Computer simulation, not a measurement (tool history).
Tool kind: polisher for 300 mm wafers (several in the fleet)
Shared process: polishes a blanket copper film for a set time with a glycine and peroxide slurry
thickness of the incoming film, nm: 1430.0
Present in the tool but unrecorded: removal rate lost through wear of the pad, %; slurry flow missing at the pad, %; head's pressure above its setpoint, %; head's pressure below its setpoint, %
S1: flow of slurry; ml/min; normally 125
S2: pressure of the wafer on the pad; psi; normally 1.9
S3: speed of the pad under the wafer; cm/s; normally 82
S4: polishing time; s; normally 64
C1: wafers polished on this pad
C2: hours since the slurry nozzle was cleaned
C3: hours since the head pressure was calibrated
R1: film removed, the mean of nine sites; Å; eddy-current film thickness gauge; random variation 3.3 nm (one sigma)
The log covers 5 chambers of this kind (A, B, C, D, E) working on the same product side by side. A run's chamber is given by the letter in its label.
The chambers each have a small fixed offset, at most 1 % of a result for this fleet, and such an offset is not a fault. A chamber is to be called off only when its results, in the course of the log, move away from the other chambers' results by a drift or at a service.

run	day	S1	S2	S3	S4	C1	C2	C3	R1
# day 0.612: chamber C: worn pad replaced by a new one
1A	0.621	125	1.9	82	64	258	217.2	415.0	2556.9
# day 0.679: chamber C: slurry nozzle cleaned
2C	0.979	125	1.9	82	64	130	7.2	226.6	2566.6
3E	1.321	125	1.9	82	64	631	203.2	644.3	2497.4
# day 1.475: chamber D: worn pad replaced by a new one
4D	1.954	125	1.9	82	64	169	423.9	535.9	2537.8
# day 2.262: chamber B: worn pad replaced by a new one
5B	2.375	125	1.9	82	64	40	239.1	402.4	2532.1
6E	2.900	125	1.9	82	64	1188	241.1	682.2	2524.9
# day 2.958: chamber E: worn pad replaced by a new one
# day 3.354: chamber A: worn pad replaced by a new one
7C	3.396	125	1.9	82	64	981	65.2	284.6	2499.4
8A	3.725	125	1.9	82	64	131	291.7	489.5	2557.4
9D	4.096	125	1.9	82	64	924	475.3	587.3	2522.8
# day 4.371: chamber C: worn pad replaced by a new one
10B	4.725	125	1.9	82	64	868	295.5	458.8	2548.4
# day 4.888: chamber D: worn pad replaced by a new one
11A	5.350	125	1.9	82	64	703	330.7	528.5	2567.0
12B	5.708	125	1.9	82	64	1215	319.1	482.4	2548.8
# day 6.233: chamber B: worn pad replaced by a new one
13C	6.346	125	1.9	82	64	696	136.0	355.4	2508.3
# day 6.462: chamber A: worn pad replaced by a new one
# day 6.762: chamber E: head pressure recalibrated
14E	6.821	125	1.9	82	64	1361	335.2	1.4	2316.3
# day 6.892: chamber E: worn pad replaced by a new one
15D	7.162	125	1.9	82	64	801	548.9	660.9	2516.5
16A	7.608	125	1.9	82	64	404	384.9	582.7	2491.3
17D	7.908	125	1.9	82	64	1064	566.8	678.8	2569.8
18B	8.204	125	1.9	82	64	695	379.0	542.3	2534.1
# day 8.471: chamber D: worn pad replaced by a new one
19C	8.725	125	1.9	82	64	1534	193.1	412.5	2509.5
# day 8.754: chamber C: worn pad replaced by a new one
# day 8.896: chamber D: slurry nozzle cleaned
20E	9.200	125	1.9	82	64	813	392.3	58.5	2416.4
# day 9.596: chamber B: worn pad replaced by a new one
# day 9.779: chamber A: worn pad replaced by a new one
21D	9.800	125	1.9	82	64	468	21.8	724.2	2567.2
# day 10.096: chamber B: slurry nozzle cleaned
22B	10.438	125	1.9	82	64	297	8.3	595.9	2557.8
# day 10.938: chamber E: worn pad replaced by a new one
23E	11.075	125	1.9	82	64	49	437.3	103.5	2435.6
24C	11.617	125	1.9	82	64	1008	262.5	481.9	2506.7
# day 11.829: chamber D: worn pad replaced by a new one
25A	12.112	125	1.9	82	64	822	493.0	690.8	2516.8
# day 12.254: chamber A: head pressure recalibrated
26C	12.529	125	1.9	82	64	1330	284.4	503.8	2530.2
# day 13.133: chamber C: worn pad replaced by a new one
27B	13.171	125	1.9	82	64	1260	73.9	661.5	2555.1
# day 13.204: chamber A: worn pad replaced by a new one
# day 13.308: chamber B: worn pad replaced by a new one
28E	13.571	125	1.9	82	64	929	497.2	163.4	2387.8
# day 14.050: chamber E: worn pad replaced by a new one
29A	14.062	125	1.9	82	64	302	539.8	43.4	2522.6
30D	14.421	125	1.9	82	64	913	132.7	835.1	2496.3
31E	14.754	155	1.9	110	64	249	525.6	191.8	3027.4
32C	15.308	155	1.9	110	64	767	351.1	570.5	3266.6
# day 15.371: chamber A: slurry nozzle cleaned
# day 15.583: chamber D: worn pad replaced by a new one
33A	15.800	155	1.9	110	64	914	10.4	85.1	3278.3
34D	16.350	155	1.9	110	64	270	179.0	881.4	3298.2
35B	16.858	155	1.9	110	64	1252	162.4	750.0	3380.0
36C	17.300	165	1.9	82	77	1469	398.9	618.3	3131.7
37D	17.692	165	1.9	82	77	743	211.2	913.6	3157.7

Predict what each chamber gives when all 5 of them run the settings below next.
38A	18.150	125	1.9	82	64				?
38B	18.150	125	1.9	82	64				?
38C	18.150	125	1.9	82	64				?
38D	18.150	125	1.9	82	64				?
38E	18.150	125	1.9	82	64				?

run	R1
38A	2520.2
38B	2506.4
38C	2514.7
38D	2521.1
38E	2362.0
